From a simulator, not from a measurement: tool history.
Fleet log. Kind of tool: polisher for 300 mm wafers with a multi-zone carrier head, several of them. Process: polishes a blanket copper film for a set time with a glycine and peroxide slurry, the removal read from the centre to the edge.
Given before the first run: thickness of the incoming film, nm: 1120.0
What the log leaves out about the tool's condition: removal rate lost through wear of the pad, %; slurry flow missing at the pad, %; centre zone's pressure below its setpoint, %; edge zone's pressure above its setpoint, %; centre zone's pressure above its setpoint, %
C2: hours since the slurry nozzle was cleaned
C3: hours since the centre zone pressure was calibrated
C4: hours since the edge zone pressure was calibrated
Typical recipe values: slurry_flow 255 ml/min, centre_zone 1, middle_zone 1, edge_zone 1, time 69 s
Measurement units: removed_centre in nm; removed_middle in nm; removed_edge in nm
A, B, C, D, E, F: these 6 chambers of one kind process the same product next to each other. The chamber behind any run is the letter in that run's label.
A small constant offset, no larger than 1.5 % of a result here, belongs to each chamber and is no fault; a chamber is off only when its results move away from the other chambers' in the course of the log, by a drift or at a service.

{"run": "1A", "hour": 6.0, "slurry_flow": 255, "centre_zone": 1, "middle_zone": 1, "edge_zone": 1, "time": 69, "wafers polished on this pad": 1071, "C2": 90.2, "C3": 368.7, "C4": 154.8, "removed_centre": 330.68, "removed_middle": 330.04, "removed_edge": 329.81}
{"hour": 8.6, "done": "chamber B: worn pad replaced by a new one"}
{"run": "2E", "hour": 11.1, "slurry_flow": 255, "centre_zone": 1, "middle_zone": 1, "edge_zone": 1, "time": 69, "wafers polished on this pad": 1144, "C2": 84.5, "C3": 850.7, "C4": 751.4, "removed_centre": 327.83, "removed_middle": 322.56, "removed_edge": 328.04}
{"run": "3B", "hour": 14.8, "slurry_flow": 255, "centre_zone": 1, "middle_zone": 1, "edge_zone": 1, "time": 69, "wafers polished on this pad": 83, "C2": 628.5, "C3": 454.5, "C4": 547.2, "removed_centre": 326.14, "removed_middle": 324.66, "removed_edge": 326.25}
{"run": "4D", "hour": 20.0, "slurry_flow": 255, "centre_zone": 1, "middle_zone": 1, "edge_zone": 1, "time": 69, "wafers polished on this pad": 1043, "C2": 25, "C3": 60.5, "C4": 589.2, "removed_centre": 326.1, "removed_middle": 323.25, "removed_edge": 328.4}
{"hour": 20.8, "done": "chamber E: worn pad replaced by a new one"}
{"hour": 22.8, "done": "chamber A: worn pad replaced by a new one"}
{"run": "5F", "hour": 24.1, "slurry_flow": 255, "centre_zone": 1, "middle_zone": 1, "edge_zone": 1, "time": 69, "wafers polished on this pad": 1453, "C2": 455.8, "C3": 42.2, "C4": 264.5, "removed_centre": 325.1, "removed_middle": 325.78, "removed_edge": 324.25}
{"hour": 24.4, "done": "chamber F: worn pad replaced by a new one"}
{"run": "6C", "hour": 30.2, "slurry_flow": 255, "centre_zone": 1, "middle_zone": 1, "edge_zone": 1, "time": 69, "wafers polished on this pad": 605, "C2": 328.8, "C3": 71.4, "C4": 44.8, "removed_centre": 329, "removed_middle": 327.99, "removed_edge": 324.14}
{"run": "7D", "hour": 33.2, "slurry_flow": 255, "centre_zone": 1, "middle_zone": 1, "edge_zone": 1, "time": 69, "wafers polished on this pad": 1218, "C2": 38.2, "C3": 73.7, "C4": 602.4, "removed_centre": 325.4, "removed_middle": 326.19, "removed_edge": 327.59}
{"run": "8B", "hour": 39.0, "slurry_flow": 255, "centre_zone": 1, "middle_zone": 1, "edge_zone": 1, "time": 69, "wafers polished on this pad": 404, "C2": 652.7, "C3": 478.7, "C4": 571.4, "removed_centre": 328.65, "removed_middle": 329.66, "removed_edge": 326.62}
{"run": "9C", "hour": 42.5, "slurry_flow": 255, "centre_zone": 1, "middle_zone": 1, "edge_zone": 1, "time": 69, "wafers polished on this pad": 768, "C2": 341.1, "C3": 83.7, "C4": 57.1, "removed_centre": 335.37, "removed_middle": 327.78, "removed_edge": 325.49}
{"hour": 43.3, "done": "chamber C: worn pad replaced by a new one"}
{"run": "10F", "hour": 47.6, "slurry_flow": 255, "centre_zone": 1, "middle_zone": 1, "edge_zone": 1.05, "time": 56, "wafers polished on this pad": 308, "C2": 479.3, "C3": 65.7, "C4": 288, "removed_centre": 265.3, "removed_middle": 267.87, "removed_edge": 268.7}
{"run": "11A", "hour": 52.4, "slurry_flow": 255, "centre_zone": 1, "middle_zone": 1, "edge_zone": 1.05, "time": 56, "wafers polished on this pad": 393, "C2": 136.6, "C3": 415.1, "C4": 201.2, "removed_centre": 272.93, "removed_middle": 271.91, "removed_edge": 274.35}
{"hour": 54.8, "done": "chamber B: slurry nozzle cleaned"}
{"hour": 55.9, "done": "chamber B: edge zone pressure recalibrated"}
{"run": "12E", "hour": 56.7, "slurry_flow": 255, "centre_zone": 1, "middle_zone": 1, "edge_zone": 1.05, "time": 56, "wafers polished on this pad": 476, "C2": 130.1, "C3": 896.3, "C4": 797, "removed_centre": 267.03, "removed_middle": 265.84, "removed_edge": 271.15}
{"run": "13F", "hour": 60.3, "slurry_flow": 255, "centre_zone": 1, "middle_zone": 1, "edge_zone": 1.05, "time": 56, "wafers polished on this pad": 476, "C2": 492, "C3": 78.4, "C4": 300.7, "removed_centre": 264.42, "removed_middle": 264.47, "removed_edge": 270.41}
{"run": "14E", "hour": 64.9, "slurry_flow": 255, "centre_zone": 1, "middle_zone": 1, "edge_zone": 1.05, "time": 56, "wafers polished on this pad": 585, "C2": 138.3, "C3": 904.5, "C4": 805.2, "removed_centre": 269.88, "removed_middle": 267.19, "removed_edge": 269.94}
{"run": "15B", "hour": 68.5, "slurry_flow": 255, "centre_zone": 1, "middle_zone": 1, "edge_zone": 1.05, "time": 56, "wafers polished on this pad": 795, "C2": 13.7, "C3": 508.2, "C4": 12.7, "removed_centre": 266.76, "removed_middle": 268.1, "removed_edge": 276.9}
{"run": "16D", "hour": 74.0, "slurry_flow": 255, "centre_zone": 1, "middle_zone": 1, "edge_zone": 1, "time": 69, "wafers polished on this pad": 1759, "C2": 79, "C3": 114.5, "C4": 643.2, "removed_centre": 314.49, "removed_middle": 308.51, "removed_edge": 316.3}
{"hour": 74.3, "done": "chamber B: centre zone pressure recalibrated"}
{"run": "17C", "hour": 77.9, "slurry_flow": 285, "centre_zone": 1, "middle_zone": 1, "edge_zone": 0.95, "time": 69, "wafers polished on this pad": 459, "C2": 376.5, "C3": 119.1, "C4": 92.5, "removed_centre": 331.6, "removed_middle": 331.39, "removed_edge": 313.61}
{"run": "18A", "hour": 81.0, "slurry_flow": 285, "centre_zone": 1, "middle_zone": 1, "edge_zone": 0.95, "time": 69, "wafers polished on this pad": 772, "C2": 165.2, "C3": 443.7, "C4": 229.8, "removed_centre": 331.59, "removed_middle": 328.35, "removed_edge": 322.3}
{"run": "19B", "hour": 86.4, "slurry_flow": 285, "centre_zone": 1, "middle_zone": 1, "edge_zone": 0.95, "time": 69, "wafers polished on this pad": 1032, "C2": 31.6, "C3": 12.2, "C4": 30.6, "removed_centre": 331.54, "removed_middle": 334.02, "removed_edge": 326.19}
{"run": "20D", "hour": 91.1, "slurry_flow": 285, "centre_zone": 1, "middle_zone": 1, "edge_zone": 0.95, "time": 69, "wafers polished on this pad": 1986, "C2": 96.1, "C3": 131.6, "C4": 660.3, "removed_centre": 312.56, "removed_middle": 309.41, "removed_edge": 310.31}
{"run": "21E", "hour": 94.3, "slurry_flow": 285, "centre_zone": 1, "middle_zone": 1, "edge_zone": 0.95, "time": 69, "wafers polished on this pad": 975, "C2": 167.7, "C3": 933.9, "C4": 834.6, "removed_centre": 334.55, "removed_middle": 329.07, "removed_edge": 319.93}
{"run": "22C", "hour": 97.1, "slurry_flow": 285, "centre_zone": 1, "middle_zone": 1, "edge_zone": 0.95, "time": 69, "wafers polished on this pad": 713, "C2": 395.7, "C3": 138.3, "C4": 111.7, "removed_centre": 338.7, "removed_middle": 331.64, "removed_edge": 313.99}
{"run": "23A", "hour": 100.0, "slurry_flow": 255, "centre_zone": 1, "middle_zone": 1, "edge_zone": 1, "time": 69, "wafers polished on this pad": 1024, "C2": 184.2, "C3": 462.7, "C4": 248.8, "removed_centre": 329.95, "removed_middle": 331.17, "removed_edge": 326.1}
{"hour": 102.7, "done": "chamber C: worn pad replaced by a new one"}
{"hour": 103.4, "done": "chamber E: worn pad replaced by a new one"}
{"run": "24F", "hour": 104.6, "slurry_flow": 255, "centre_zone": 1, "middle_zone": 1, "edge_zone": 1, "time": 69, "wafers polished on this pad": 1064, "C2": 536.3, "C3": 122.7, "C4": 345, "removed_centre": 323.38, "removed_middle": 329.74, "removed_edge": 320.01}
{"run": "25B", "hour": 109.9, "slurry_flow": 285, "centre_zone": 1, "middle_zone": 1, "edge_zone": 1, "time": 69, "wafers polished on this pad": 1344, "C2": 55.1, "C3": 35.7, "C4": 54.1, "removed_centre": 336.9, "removed_middle": 333.02, "removed_edge": 332.18}
{"run": "26A", "hour": 115.5, "slurry_flow": 285, "centre_zone": 1, "middle_zone": 1, "edge_zone": 1, "time": 69, "wafers polished on this pad": 1230, "C2": 199.7, "C3": 478.2, "C4": 264.3, "removed_centre": 330.93, "removed_middle": 329.02, "removed_edge": 330.9}
{"hour": 119.8, "done": "chamber A: worn pad replaced by a new one"}
{"run": "27C", "hour": 120.7, "slurry_flow": 285, "centre_zone": 1, "middle_zone": 1, "edge_zone": 1, "time": 69, "wafers polished on this pad": 239, "C2": 419.3, "C3": 161.9, "C4": 135.3, "removed_centre": 331.74, "removed_middle": 332.46, "removed_edge": 333.02}
{"run": "28E", "hour": 125.5, "slurry_flow": 285, "centre_zone": 1, "middle_zone": 1, "edge_zone": 1, "time": 69, "wafers polished on this pad": 293, "C2": 198.9, "C3": 965.1, "C4": 865.8, "removed_centre": 332.24, "removed_middle": 330.99, "removed_edge": 329.31}
{"hour": 127.7, "done": "chamber B: worn pad replaced by a new one"}
{"run": "29D", "hour": 129.7, "slurry_flow": 285, "centre_zone": 1, "middle_zone": 1, "edge_zone": 1, "time": 69, "wafers polished on this pad": 2498, "C2": 134.7, "C3": 170.2, "C4": 698.9, "removed_centre": 302.86, "removed_middle": 301.42, "removed_edge": 308.52}
{"run": "30F", "hour": 134.1, "slurry_flow": 285, "centre_zone": 1, "middle_zone": 1, "edge_zone": 1, "time": 69, "wafers polished on this pad": 1455, "C2": 565.8, "C3": 152.2, "C4": 374.5, "removed_centre": 325.11, "removed_middle": 326.96, "removed_edge": 327.58}
{"hour": 137.7, "done": "chamber F: worn pad replaced by a new one"}
{"run": "31A", "hour": 137.8, "slurry_flow": 255, "centre_zone": 1, "middle_zone": 1, "edge_zone": 1, "time": 69, "wafers polished on this pad": 239, "C2": 222, "C3": 500.5, "C4": 286.6, "removed_centre": 326.34, "removed_middle": 329.29, "removed_edge": 328.6}
{"run": "32B", "hour": 141.4, "slurry_flow": 255, "centre_zone": 1, "middle_zone": 1.08, "edge_zone": 1, "time": 69, "wafers polished on this pad": 182, "C2": 86.6, "C3": 67.2, "C4": 85.6, "removed_centre": 329.65, "removed_middle": 349.77, "removed_edge": 328.76}
{"run": "33F", "hour": 145.7, "slurry_flow": 255, "centre_zone": 1, "middle_zone": 1.08, "edge_zone": 1, "time": 69, "wafers polished on this pad": 106, "C2": 577.4, "C3": 163.8, "C4": 386.1, "removed_centre": 328.99, "removed_middle": 352.37, "removed_edge": 325.29}
{"hour": 149.7, "done": "chamber E: slurry nozzle cleaned"}
{"run": "34D", "hour": 151.5, "slurry_flow": 255, "centre_zone": 1, "middle_zone": 1.08, "edge_zone": 1, "time": 69, "wafers polished on this pad": 2787, "C2": 156.5, "C3": 192, "C4": 720.7, "removed_centre": 290.87, "removed_middle": 315.3, "removed_edge": 298.39}
{"hour": 152.6, "done": "chamber C: slurry nozzle cleaned"}
{"run": "35C", "hour": 157.2, "slurry_flow": 255, "centre_zone": 1, "middle_zone": 1.08, "edge_zone": 1, "time": 69, "wafers polished on this pad": 723, "C2": 4.6, "C3": 198.4, "C4": 171.8, "removed_centre": 332.64, "removed_middle": 351.81, "removed_edge": 319.36}
{"run": "36E", "hour": 161.6, "slurry_flow": 255, "centre_zone": 1, "middle_zone": 1.08, "edge_zone": 1, "time": 69, "wafers polished on this pad": 771, "C2": 12, "C3": 1001.2, "C4": 901.9, "removed_centre": 327.97, "removed_middle": 353.32, "removed_edge": 323.87}
{"hour": 163.0, "done": "chamber C: worn pad replaced by a new one"}
{"run": "37B", "hour": 165.3, "slurry_flow": 255, "centre_zone": 1, "middle_zone": 1.08, "edge_zone": 1, "time": 69, "wafers polished on this pad": 499, "C2": 110.5, "C3": 91.1, "C4": 109.5, "removed_centre": 329.42, "removed_middle": 350.85, "removed_edge": 326.92}
{"hour": 166.3, "done": "chamber E: centre zone pressure recalibrated"}
{"run": "38C", "hour": 168.5, "slurry_flow": 255, "centre_zone": 1, "middle_zone": 1, "edge_zone": 1, "time": 69, "wafers polished on this pad": 73, "C2": 15.9, "C3": 209.7, "C4": 183.1, "removed_centre": 330.44, "removed_middle": 329.74, "removed_edge": 319.28}
{"run": "39A", "hour": 172.3, "slurry_flow": 255, "centre_zone": 1, "middle_zone": 1, "edge_zone": 1, "time": 69, "wafers polished on this pad": 696, "C2": 256.5, "C3": 535, "C4": 321.1, "removed_centre": 331.76, "removed_middle": 332.05, "removed_edge": 331.32}
{"run": "40D", "hour": 176.7, "slurry_flow": 255, "centre_zone": 1, "middle_zone": 1, "edge_zone": 1, "time": 69, "wafers polished on this pad": 3121, "C2": 181.7, "C3": 217.2, "C4": 745.9, "removed_centre": 289.74, "removed_middle": 287.91, "removed_edge": 291.88}
{"run": "41E", "hour": 182.4, "slurry_flow": 255, "centre_zone": 1, "middle_zone": 1.07, "edge_zone": 1, "time": 92, "wafers polished on this pad": 1047, "C2": 32.8, "C3": 16.1, "C4": 922.7, "removed_centre": 442.18, "removed_middle": 461.34, "removed_edge": 431.97}

Each of the 6 chambers runs these same settings next. Fill in every chamber's results:
{"run": "42A", "hour": 186.8, "slurry_flow": 255, "centre_zone": 1, "middle_zone": 1, "edge_zone": 1, "time": 69, "removed_centre": "?", "removed_middle": "?", "removed_edge": "?"}
{"run": "42B", "hour": 186.8, "slurry_flow": 255, "centre_zone": 1, "middle_zone": 1, "edge_zone": 1, "time": 69, "removed_centre": "?", "removed_middle": "?", "removed_edge": "?"}
{"run": "42C", "hour": 186.8, "slurry_flow": 255, "centre_zone": 1, "middle_zone": 1, "edge_zone": 1, "time": 69, "removed_centre": "?", "removed_middle": "?", "removed_edge": "?"}
{"run": "42D", "hour": 186.8, "slurry_flow": 255, "centre_zone": 1, "middle_zone": 1, "edge_zone": 1, "time": 69, "removed_centre": "?", "removed_middle": "?", "removed_edge": "?"}
{"run": "42E", "hour": 186.8, "slurry_flow": 255, "centre_zone": 1, "middle_zone": 1, "edge_zone": 1, "time": 69, "removed_centre": "?", "removed_middle": "?", "removed_edge": "?"}
{"run": "42F", "hour": 186.8, "slurry_flow": 255, "centre_zone": 1, "middle_zone": 1, "edge_zone": 1, "time": 69, "removed_centre": "?", "removed_middle": "?", "removed_edge": "?"}

run=42A removed_centre=330.78 removed_middle=327.2 removed_edge=331.45
run=42B removed_centre=325.24 removed_middle=328.06 removed_edge=328.7
run=42C removed_centre=328.99 removed_middle=324.7 removed_edge=329.87
run=42D removed_centre=294.04 removed_middle=287.54 removed_edge=288.8
run=42E removed_centre=323.88 removed_middle=326.5 removed_edge=325.91
run=42F removed_centre=330.44 removed_middle=323.43 removed_edge=324.76

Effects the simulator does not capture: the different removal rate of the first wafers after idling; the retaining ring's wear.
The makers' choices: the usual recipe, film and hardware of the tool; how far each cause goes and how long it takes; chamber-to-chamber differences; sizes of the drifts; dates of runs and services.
